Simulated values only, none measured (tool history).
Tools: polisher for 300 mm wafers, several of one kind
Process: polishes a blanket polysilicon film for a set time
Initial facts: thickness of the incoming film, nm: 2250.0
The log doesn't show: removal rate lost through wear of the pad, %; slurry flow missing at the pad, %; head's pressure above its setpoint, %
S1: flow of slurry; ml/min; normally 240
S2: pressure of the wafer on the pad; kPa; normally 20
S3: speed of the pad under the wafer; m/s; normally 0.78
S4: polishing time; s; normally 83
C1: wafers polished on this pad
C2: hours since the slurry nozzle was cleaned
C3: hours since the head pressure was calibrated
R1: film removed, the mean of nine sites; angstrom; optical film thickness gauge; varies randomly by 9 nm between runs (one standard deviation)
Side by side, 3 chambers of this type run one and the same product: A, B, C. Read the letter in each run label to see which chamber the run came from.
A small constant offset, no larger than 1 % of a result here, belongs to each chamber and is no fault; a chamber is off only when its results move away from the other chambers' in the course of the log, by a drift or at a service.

{"run": "1B", "hour": 7.0, "S1": 240, "S2": 20, "S3": 0.78, "S4": 83, "C1": 1044, "C2": 53.9, "C3": 443.4, "R1": 6775.3}
{"run": "2A", "hour": 11.9, "S1": 240, "S2": 20, "S3": 0.78, "S4": 83, "C1": 732, "C2": 667.9, "C3": 568.4, "R1": 6557.7}
{"hour": 19.3, "done": "chamber A: worn pad replaced by a new one"}
{"run": "3C", "hour": 22.2, "S1": 240, "S2": 20, "S3": 0.78, "S4": 83, "C1": 672, "C2": 37.6, "C3": 185.1, "R1": 6590.4}
{"hour": 26.4, "done": "chamber C: worn pad replaced by a new one"}
{"run": "4C", "hour": 30.8, "S1": 240, "S2": 20, "S3": 0.78, "S4": 83, "C1": 49, "C2": 46.2, "C3": 193.7, "R1": 6578}
{"hour": 32.1, "done": "chamber B: worn pad replaced by a new one"}
{"run": "5A", "hour": 36.9, "S1": 240, "S2": 20, "S3": 0.78, "S4": 83, "C1": 196, "C2": 692.9, "C3": 593.4, "R1": 6527.1}
{"run": "6B", "hour": 44.5, "S1": 240, "S2": 20, "S3": 0.96, "S4": 57, "C1": 139, "C2": 91.4, "C3": 480.9, "R1": 5535.3}
{"run": "7B", "hour": 52.3, "S1": 240, "S2": 20, "S3": 0.96, "S4": 57, "C1": 226, "C2": 99.2, "C3": 488.7, "R1": 5406.2}
{"run": "8A", "hour": 61.3, "S1": 240, "S2": 20, "S3": 0.96, "S4": 57, "C1": 469, "C2": 717.3, "C3": 617.8, "R1": 5338.7}
{"run": "9C", "hour": 68.9, "S1": 240, "S2": 20, "S3": 0.78, "S4": 83, "C1": 474, "C2": 84.3, "C3": 231.8, "R1": 6459.3}
{"hour": 77.8, "done": "chamber A: slurry nozzle cleaned"}
{"run": "10C", "hour": 79.3, "S1": 240, "S2": 20, "S3": 0.78, "S4": 83, "C1": 591, "C2": 94.7, "C3": 242.2, "R1": 6391.4}
{"run": "11B", "hour": 84.3, "S1": 240, "S2": 20, "S3": 1, "S4": 83, "C1": 583, "C2": 131.2, "C3": 520.7, "R1": 8263.6}
{"run": "12A", "hour": 92.5, "S1": 240, "S2": 20, "S3": 1, "S4": 83, "C1": 817, "C2": 14.8, "C3": 649, "R1": 8454.3}
{"hour": 93.4, "done": "chamber A: worn pad replaced by a new one"}
{"run": "13B", "hour": 101.2, "S1": 240, "S2": 20, "S3": 1, "S4": 83, "C1": 771, "C2": 148.1, "C3": 537.6, "R1": 8369.7}
{"hour": 101.6, "done": "chamber C: worn pad replaced by a new one"}
{"run": "14A", "hour": 110.5, "S1": 240, "S2": 20, "S3": 0.78, "S4": 83, "C1": 191, "C2": 32.8, "C3": 667, "R1": 6579.7}
{"run": "15C", "hour": 116.3, "S1": 240, "S2": 20, "S3": 0.78, "S4": 83, "C1": 164, "C2": 131.7, "C3": 279.2, "R1": 6467.3}
{"run": "16C", "hour": 121.0, "S1": 240, "S2": 20, "S3": 0.78, "S4": 83, "C1": 217, "C2": 136.4, "C3": 283.9, "R1": 6655.9}
{"run": "17A", "hour": 125.9, "S1": 240, "S2": 20, "S3": 0.78, "S4": 83, "C1": 363, "C2": 48.2, "C3": 682.4, "R1": 6465.1}
{"run": "18B", "hour": 135.0, "S1": 240, "S2": 20, "S3": 0.78, "S4": 83, "C1": 1149, "C2": 181.9, "C3": 571.4, "R1": 6636.8}
{"run": "19B", "hour": 140.7, "S1": 240, "S2": 20, "S3": 0.78, "S4": 83, "C1": 1212, "C2": 187.6, "C3": 577.1, "R1": 6637}
{"run": "20C", "hour": 147.6, "S1": 240, "S2": 20, "S3": 0.78, "S4": 83, "C1": 514, "C2": 163, "C3": 310.5, "R1": 6405.7}
{"run": "21A", "hour": 156.8, "S1": 240, "S2": 20, "S3": 0.78, "S4": 83, "C1": 708, "C2": 79.1, "C3": 713.3, "R1": 6660.7}
{"hour": 157.9, "done": "chamber B: worn pad replaced by a new one"}
{"hour": 162.5, "done": "chamber C: worn pad replaced by a new one"}
{"run": "22A", "hour": 163.0, "S1": 190, "S2": 20, "S3": 0.78, "S4": 83, "C1": 777, "C2": 85.3, "C3": 719.5, "R1": 6474.8}
{"hour": 166.3, "done": "chamber A: worn pad replaced by a new one"}
{"run": "23B", "hour": 167.6, "S1": 190, "S2": 20, "S3": 0.78, "S4": 83, "C1": 108, "C2": 214.5, "C3": 604, "R1": 6434.8}
{"run": "24C", "hour": 173.9, "S1": 190, "S2": 20, "S3": 0.78, "S4": 83, "C1": 127, "C2": 189.3, "C3": 336.8, "R1": 6328.1}
{"run": "25B", "hour": 179.1, "S1": 240, "S2": 20, "S3": 0.96, "S4": 92, "C1": 236, "C2": 226, "C3": 615.5, "R1": 8942.4}
{"run": "26C", "hour": 186.2, "S1": 240, "S2": 20, "S3": 0.96, "S4": 92, "C1": 265, "C2": 201.6, "C3": 349.1, "R1": 8883.2}
{"run": "27A", "hour": 195.8, "S1": 240, "S2": 20, "S3": 0.96, "S4": 92, "C1": 329, "C2": 118.1, "C3": 752.3, "R1": 8751.3}
{"run": "28C", "hour": 205.4, "S1": 240, "S2": 20, "S3": 0.78, "S4": 83, "C1": 479, "C2": 220.8, "C3": 368.3, "R1": 6526.4}
{"run": "29A", "hour": 212.0, "S1": 240, "S2": 20, "S3": 0.78, "S4": 83, "C1": 510, "C2": 134.3, "C3": 768.5, "R1": 6558.3}
{"run": "30B", "hour": 219.2, "S1": 240, "S2": 20, "S3": 0.78, "S4": 83, "C1": 684, "C2": 266.1, "C3": 655.6, "R1": 6586.3}
{"hour": 221.7, "done": "chamber C: worn pad replaced by a new one"}
{"run": "31C", "hour": 229.2, "S1": 240, "S2": 20, "S3": 0.78, "S4": 83, "C1": 84, "C2": 244.6, "C3": 392.1, "R1": 6736.7}
{"hour": 235.5, "done": "chamber A: worn pad replaced by a new one"}
{"run": "32A", "hour": 235.8, "S1": 240, "S2": 20, "S3": 0.78, "S4": 83, "C1": 3, "C2": 158.1, "C3": 792.3, "R1": 6480.7}
{"run": "33B", "hour": 244.5, "S1": 240, "S2": 20, "S3": 0.78, "S4": 83, "C1": 966, "C2": 291.4, "C3": 680.9, "R1": 6685.6}
{"hour": 251.1, "done": "chamber C: slurry nozzle cleaned"}
{"run": "34A", "hour": 251.5, "S1": 240, "S2": 20, "S3": 0.78, "S4": 83, "C1": 178, "C2": 173.8, "C3": 808, "R1": 6511}
{"run": "35B", "hour": 258.1, "S1": 240, "S2": 20, "S3": 0.78, "S4": 83, "C1": 1118, "C2": 305, "C3": 694.5, "R1": 6746.1}
{"run": "36C", "hour": 265.3, "S1": 240, "S2": 20, "S3": 0.78, "S4": 83, "C1": 486, "C2": 14.2, "C3": 428.2, "R1": 6442.1}
{"hour": 270.8, "done": "chamber B: worn pad replaced by a new one"}
{"run": "37C", "hour": 273.8, "S1": 205, "S2": 20, "S3": 0.78, "S4": 83, "C1": 581, "C2": 22.7, "C3": 436.7, "R1": 6393.2}
{"hour": 282.2, "done": "chamber A: head pressure recalibrated"}
{"run": "38B", "hour": 284.0, "S1": 205, "S2": 20, "S3": 0.78, "S4": 83, "C1": 147, "C2": 330.9, "C3": 720.4, "R1": 6326.3}
{"hour": 290.1, "done": "chamber C: worn pad replaced by a new one"}
{"run": "39A", "hour": 293.5, "S1": 205, "S2": 20, "S3": 0.78, "S4": 83, "C1": 647, "C2": 215.8, "C3": 11.3, "R1": 6368.1}
{"hour": 297.7, "done": "chamber A: worn pad replaced by a new one"}
{"run": "40A", "hour": 299.4, "S1": 240, "S2": 24.8, "S3": 0.86, "S4": 83, "C1": 19, "C2": 221.7, "C3": 17.2, "R1": 9096.8}
{"run": "41B", "hour": 306.5, "S1": 240, "S2": 24.8, "S3": 0.86, "S4": 83, "C1": 398, "C2": 353.4, "C3": 742.9, "R1": 9039.1}
{"run": "42C", "hour": 315.5, "S1": 240, "S2": 24.8, "S3": 0.86, "S4": 83, "C1": 284, "C2": 64.4, "C3": 478.4, "R1": 9004}
{"run": "43C", "hour": 325.0, "S1": 240, "S2": 20, "S3": 0.78, "S4": 83, "C1": 390, "C2": 73.9, "C3": 487.9, "R1": 6449.1}
{"hour": 327.3, "done": "chamber B: slurry nozzle cleaned"}
{"run": "44B", "hour": 330.1, "S1": 240, "S2": 20, "S3": 0.78, "S4": 83, "C1": 661, "C2": 2.8, "C3": 766.5, "R1": 6518.9}

Each of the 3 chambers runs these same settings next. Fill in every chamber's results:
{"run": "45A", "hour": 337.6, "S1": 240, "S2": 20, "S3": 0.78, "S4": 83, "R1": "?"}
{"run": "45B", "hour": 337.6, "S1": 240, "S2": 20, "S3": 0.78, "S4": 83, "R1": "?"}
{"run": "45C", "hour": 337.6, "S1": 240, "S2": 20, "S3": 0.78, "S4": 83, "R1": "?"}

run=45A R1=6516.8
run=45B R1=6474.5
run=45C R1=6534.5
